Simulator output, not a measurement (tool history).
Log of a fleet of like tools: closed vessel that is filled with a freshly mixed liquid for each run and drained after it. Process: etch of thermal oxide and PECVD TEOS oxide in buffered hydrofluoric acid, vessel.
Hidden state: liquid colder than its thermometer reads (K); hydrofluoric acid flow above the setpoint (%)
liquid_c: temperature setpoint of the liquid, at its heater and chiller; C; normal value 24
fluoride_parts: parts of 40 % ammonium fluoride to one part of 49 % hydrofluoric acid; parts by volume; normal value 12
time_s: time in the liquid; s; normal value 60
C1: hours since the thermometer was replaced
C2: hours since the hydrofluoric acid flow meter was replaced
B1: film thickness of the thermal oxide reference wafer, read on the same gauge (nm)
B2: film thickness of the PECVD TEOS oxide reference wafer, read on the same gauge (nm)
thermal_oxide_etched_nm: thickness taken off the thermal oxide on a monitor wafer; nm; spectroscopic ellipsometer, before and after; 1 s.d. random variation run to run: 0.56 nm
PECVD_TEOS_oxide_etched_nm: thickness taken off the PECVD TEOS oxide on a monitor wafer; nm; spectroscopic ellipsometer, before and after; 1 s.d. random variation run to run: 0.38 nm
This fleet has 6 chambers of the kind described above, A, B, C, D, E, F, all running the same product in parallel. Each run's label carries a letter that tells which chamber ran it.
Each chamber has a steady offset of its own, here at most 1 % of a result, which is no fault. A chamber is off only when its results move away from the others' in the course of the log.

{"run": "1B", "day": 0.296, "liquid_c": 24, "fluoride_parts": 12, "time_s": 60, "C1": 971.9, "C2": 711.5, "B1": 90.014, "B2": 59.995, "thermal_oxide_etched_nm": 57.475, "PECVD_TEOS_oxide_etched_nm": 113.9}
{"run": "2E", "day": 0.638, "liquid_c": 24, "fluoride_parts": 12, "time_s": 60, "C1": 1052.9, "C2": 67.8, "B1": 89.99, "B2": 60.006, "thermal_oxide_etched_nm": 56.301, "PECVD_TEOS_oxide_etched_nm": 112.99}
{"run": "3D", "day": 0.821, "liquid_c": 24, "fluoride_parts": 12, "time_s": 60, "C1": 366.7, "C2": 2428.3, "B1": 90.014, "B2": 59.989, "thermal_oxide_etched_nm": 56.984, "PECVD_TEOS_oxide_etched_nm": 114.04}
{"run": "4A", "day": 1.088, "liquid_c": 24, "fluoride_parts": 12, "time_s": 60, "C1": 1095.9, "C2": 1133.5, "B1": 90.002, "B2": 59.997, "thermal_oxide_etched_nm": 57.556, "PECVD_TEOS_oxide_etched_nm": 116.13}
{"run": "5C", "day": 1.425, "liquid_c": 24, "fluoride_parts": 12, "time_s": 60, "C1": 621.8, "C2": 347.2, "B1": 89.998, "B2": 59.988, "thermal_oxide_etched_nm": 56.554, "PECVD_TEOS_oxide_etched_nm": 115}
{"run": "6F", "day": 1.779, "liquid_c": 24, "fluoride_parts": 12, "time_s": 60, "C1": 741.7, "C2": 229.4, "B1": 89.997, "B2": 60.013, "thermal_oxide_etched_nm": 56.122, "PECVD_TEOS_oxide_etched_nm": 116.05}
{"run": "7E", "day": 2.138, "liquid_c": 24, "fluoride_parts": 12, "time_s": 60, "C1": 1088.9, "C2": 103.8, "B1": 90.002, "B2": 60.007, "thermal_oxide_etched_nm": 56.342, "PECVD_TEOS_oxide_etched_nm": 113.78}
{"run": "8C", "day": 2.496, "liquid_c": 24, "fluoride_parts": 12, "time_s": 60, "C1": 647.5, "C2": 372.9, "B1": 89.983, "B2": 59.999, "thermal_oxide_etched_nm": 57.651, "PECVD_TEOS_oxide_etched_nm": 114.86}
{"run": "9A", "day": 2.721, "liquid_c": 24, "fluoride_parts": 12, "time_s": 60, "C1": 1135.1, "C2": 1172.7, "B1": 89.996, "B2": 60.004, "thermal_oxide_etched_nm": 57.698, "PECVD_TEOS_oxide_etched_nm": 116.23}
{"run": "10F", "day": 2.925, "liquid_c": 24, "fluoride_parts": 12, "time_s": 60, "C1": 769.2, "C2": 256.9, "B1": 90.025, "B2": 60.014, "thermal_oxide_etched_nm": 56.85, "PECVD_TEOS_oxide_etched_nm": 115.07}
{"run": "11B", "day": 3.208, "liquid_c": 24, "fluoride_parts": 12, "time_s": 60, "C1": 1041.8, "C2": 781.4, "B1": 89.993, "B2": 60.004, "thermal_oxide_etched_nm": 58.146, "PECVD_TEOS_oxide_etched_nm": 114.55}
{"run": "12D", "day": 3.492, "liquid_c": 24, "fluoride_parts": 12, "time_s": 60, "C1": 430.8, "C2": 2492.4, "B1": 89.993, "B2": 60.007, "thermal_oxide_etched_nm": 56.939, "PECVD_TEOS_oxide_etched_nm": 114.65}
{"run": "13B", "day": 3.662, "liquid_c": 24, "fluoride_parts": 12, "time_s": 60, "C1": 1052.7, "C2": 792.3, "B1": 89.999, "B2": 59.975, "thermal_oxide_etched_nm": 57.926, "PECVD_TEOS_oxide_etched_nm": 114.03}
{"day": 3.925, "done": "chamber D: hydrofluoric acid flow meter replaced"}
{"run": "14D", "day": 3.954, "liquid_c": 24, "fluoride_parts": 12, "time_s": 60, "C1": 441.9, "C2": 0.8, "B1": 89.999, "B2": 59.973, "thermal_oxide_etched_nm": 57.327, "PECVD_TEOS_oxide_etched_nm": 113.64}
{"run": "15F", "day": 4.171, "liquid_c": 24, "fluoride_parts": 12, "time_s": 60, "C1": 799.1, "C2": 286.8, "B1": 89.996, "B2": 60.001, "thermal_oxide_etched_nm": 57.196, "PECVD_TEOS_oxide_etched_nm": 115.37}
{"run": "16C", "day": 4.35, "liquid_c": 24, "fluoride_parts": 12, "time_s": 60, "C1": 692, "C2": 417.4, "B1": 89.979, "B2": 60.027, "thermal_oxide_etched_nm": 57.21, "PECVD_TEOS_oxide_etched_nm": 114.95}
{"run": "17A", "day": 4.542, "liquid_c": 24, "fluoride_parts": 12, "time_s": 60, "C1": 1178.8, "C2": 1216.4, "B1": 90.025, "B2": 60.003, "thermal_oxide_etched_nm": 56.445, "PECVD_TEOS_oxide_etched_nm": 116.84}
{"run": "18E", "day": 4.842, "liquid_c": 24, "fluoride_parts": 12, "time_s": 60, "C1": 1153.8, "C2": 168.7, "B1": 90.008, "B2": 60.025, "thermal_oxide_etched_nm": 56.286, "PECVD_TEOS_oxide_etched_nm": 113.43}
{"run": "19C", "day": 5.146, "liquid_c": 24, "fluoride_parts": 12, "time_s": 60, "C1": 711.1, "C2": 436.5, "B1": 90.016, "B2": 59.997, "thermal_oxide_etched_nm": 55.914, "PECVD_TEOS_oxide_etched_nm": 113.89}
{"run": "20D", "day": 5.396, "liquid_c": 24, "fluoride_parts": 12, "time_s": 60, "C1": 476.5, "C2": 35.4, "B1": 90, "B2": 59.996, "thermal_oxide_etched_nm": 56.799, "PECVD_TEOS_oxide_etched_nm": 114.29}
{"run": "21F", "day": 5.617, "liquid_c": 24, "fluoride_parts": 12, "time_s": 60, "C1": 833.8, "C2": 321.5, "B1": 89.995, "B2": 59.994, "thermal_oxide_etched_nm": 55.754, "PECVD_TEOS_oxide_etched_nm": 115.22}
{"run": "22A", "day": 5.979, "liquid_c": 24, "fluoride_parts": 12, "time_s": 60, "C1": 1213.3, "C2": 1250.9, "B1": 89.991, "B2": 60.012, "thermal_oxide_etched_nm": 56.821, "PECVD_TEOS_oxide_etched_nm": 117.05}
{"run": "23E", "day": 6.246, "liquid_c": 24, "fluoride_parts": 12, "time_s": 60, "C1": 1187.5, "C2": 202.4, "B1": 89.993, "B2": 60.002, "thermal_oxide_etched_nm": 56.381, "PECVD_TEOS_oxide_etched_nm": 113.59}
{"run": "24B", "day": 6.533, "liquid_c": 24, "fluoride_parts": 12, "time_s": 60, "C1": 1121.6, "C2": 861.2, "B1": 90.002, "B2": 59.996, "thermal_oxide_etched_nm": 56.722, "PECVD_TEOS_oxide_etched_nm": 114.4}
{"run": "25F", "day": 6.892, "liquid_c": 24, "fluoride_parts": 12, "time_s": 60, "C1": 864.4, "C2": 352.1, "B1": 90.007, "B2": 59.987, "thermal_oxide_etched_nm": 56.637, "PECVD_TEOS_oxide_etched_nm": 116.62}
{"run": "26B", "day": 7.229, "liquid_c": 24, "fluoride_parts": 12, "time_s": 30, "C1": 1138.3, "C2": 877.9, "B1": 89.999, "B2": 59.981, "thermal_oxide_etched_nm": 28.954, "PECVD_TEOS_oxide_etched_nm": 57.451}
{"run": "27C", "day": 7.429, "liquid_c": 24, "fluoride_parts": 12, "time_s": 30, "C1": 765.9, "C2": 491.3, "B1": 89.983, "B2": 60.015, "thermal_oxide_etched_nm": 28.615, "PECVD_TEOS_oxide_etched_nm": 57.118}
{"run": "28A", "day": 7.792, "liquid_c": 24, "fluoride_parts": 12, "time_s": 30, "C1": 1256.8, "C2": 1294.4, "B1": 89.988, "B2": 59.967, "thermal_oxide_etched_nm": 28.655, "PECVD_TEOS_oxide_etched_nm": 58.297}
{"run": "29D", "day": 8.054, "liquid_c": 24, "fluoride_parts": 12, "time_s": 30, "C1": 540.3, "C2": 99.2, "B1": 89.986, "B2": 60, "thermal_oxide_etched_nm": 28.33, "PECVD_TEOS_oxide_etched_nm": 57.413}
{"run": "30E", "day": 8.388, "liquid_c": 24, "fluoride_parts": 12, "time_s": 30, "C1": 1238.9, "C2": 253.8, "B1": 89.998, "B2": 59.99, "thermal_oxide_etched_nm": 28.16, "PECVD_TEOS_oxide_etched_nm": 57.071}
{"run": "31E", "day": 8.567, "liquid_c": 24, "fluoride_parts": 12, "time_s": 30, "C1": 1243.2, "C2": 258.1, "B1": 89.987, "B2": 60.017, "thermal_oxide_etched_nm": 28.362, "PECVD_TEOS_oxide_etched_nm": 56.844}
{"run": "32D", "day": 8.738, "liquid_c": 24, "fluoride_parts": 16, "time_s": 75, "C1": 556.7, "C2": 115.6, "B1": 89.996, "B2": 60.015, "thermal_oxide_etched_nm": 54.377, "PECVD_TEOS_oxide_etched_nm": 107.55}
{"run": "33C", "day": 8.908, "liquid_c": 24, "fluoride_parts": 16, "time_s": 75, "C1": 801.4, "C2": 526.8, "B1": 89.987, "B2": 59.993, "thermal_oxide_etched_nm": 54.03, "PECVD_TEOS_oxide_etched_nm": 108.24}
{"run": "34B", "day": 9.112, "liquid_c": 24, "fluoride_parts": 16, "time_s": 75, "C1": 1183.5, "C2": 923.1, "B1": 90.015, "B2": 60.013, "thermal_oxide_etched_nm": 54.008, "PECVD_TEOS_oxide_etched_nm": 107.2}
{"run": "35A", "day": 9.471, "liquid_c": 24, "fluoride_parts": 16, "time_s": 75, "C1": 1297.1, "C2": 1334.7, "B1": 89.99, "B2": 59.99, "thermal_oxide_etched_nm": 54.242, "PECVD_TEOS_oxide_etched_nm": 110.43}
{"run": "36F", "day": 9.638, "liquid_c": 24, "fluoride_parts": 16, "time_s": 75, "C1": 930.3, "C2": 418, "B1": 89.991, "B2": 60.013, "thermal_oxide_etched_nm": 53.831, "PECVD_TEOS_oxide_etched_nm": 109.23}
{"run": "37D", "day": 9.912, "liquid_c": 24, "fluoride_parts": 16, "time_s": 75, "C1": 584.9, "C2": 143.8, "B1": 90.017, "B2": 60.017, "thermal_oxide_etched_nm": 53.519, "PECVD_TEOS_oxide_etched_nm": 107.03}

Each of the 6 chambers runs these same settings next. Fill in every chamber's results:
{"run": "38A", "day": 10.175, "liquid_c": 24, "fluoride_parts": 12, "time_s": 60, "thermal_oxide_etched_nm": "?", "PECVD_TEOS_oxide_etched_nm": "?"}
{"run": "38B", "day": 10.175, "liquid_c": 24, "fluoride_parts": 12, "time_s": 60, "thermal_oxide_etched_nm": "?", "PECVD_TEOS_oxide_etched_nm": "?"}
{"run": "38C", "day": 10.175, "liquid_c": 24, "fluoride_parts": 12, "time_s": 60, "thermal_oxide_etched_nm": "?", "PECVD_TEOS_oxide_etched_nm": "?"}
{"run": "38D", "day": 10.175, "liquid_c": 24, "fluoride_parts": 12, "time_s": 60, "thermal_oxide_etched_nm": "?", "PECVD_TEOS_oxide_etched_nm": "?"}
{"run": "38E", "day": 10.175, "liquid_c": 24, "fluoride_parts": 12, "time_s": 60, "thermal_oxide_etched_nm": "?", "PECVD_TEOS_oxide_etched_nm": "?"}
{"run": "38F", "day": 10.175, "liquid_c": 24, "fluoride_parts": 12, "time_s": 60, "thermal_oxide_etched_nm": "?", "PECVD_TEOS_oxide_etched_nm": "?"}

run=38A thermal_oxide_etched_nm=56.984 PECVD_TEOS_oxide_etched_nm=116.91
run=38B thermal_oxide_etched_nm=57.12 PECVD_TEOS_oxide_etched_nm=114.34
run=38C thermal_oxide_etched_nm=56.959 PECVD_TEOS_oxide_etched_nm=114.84
run=38D thermal_oxide_etched_nm=56.699 PECVD_TEOS_oxide_etched_nm=114.01
run=38E thermal_oxide_etched_nm=57.437 PECVD_TEOS_oxide_etched_nm=113.89
run=38F thermal_oxide_etched_nm=57.43 PECVD_TEOS_oxide_etched_nm=115.49
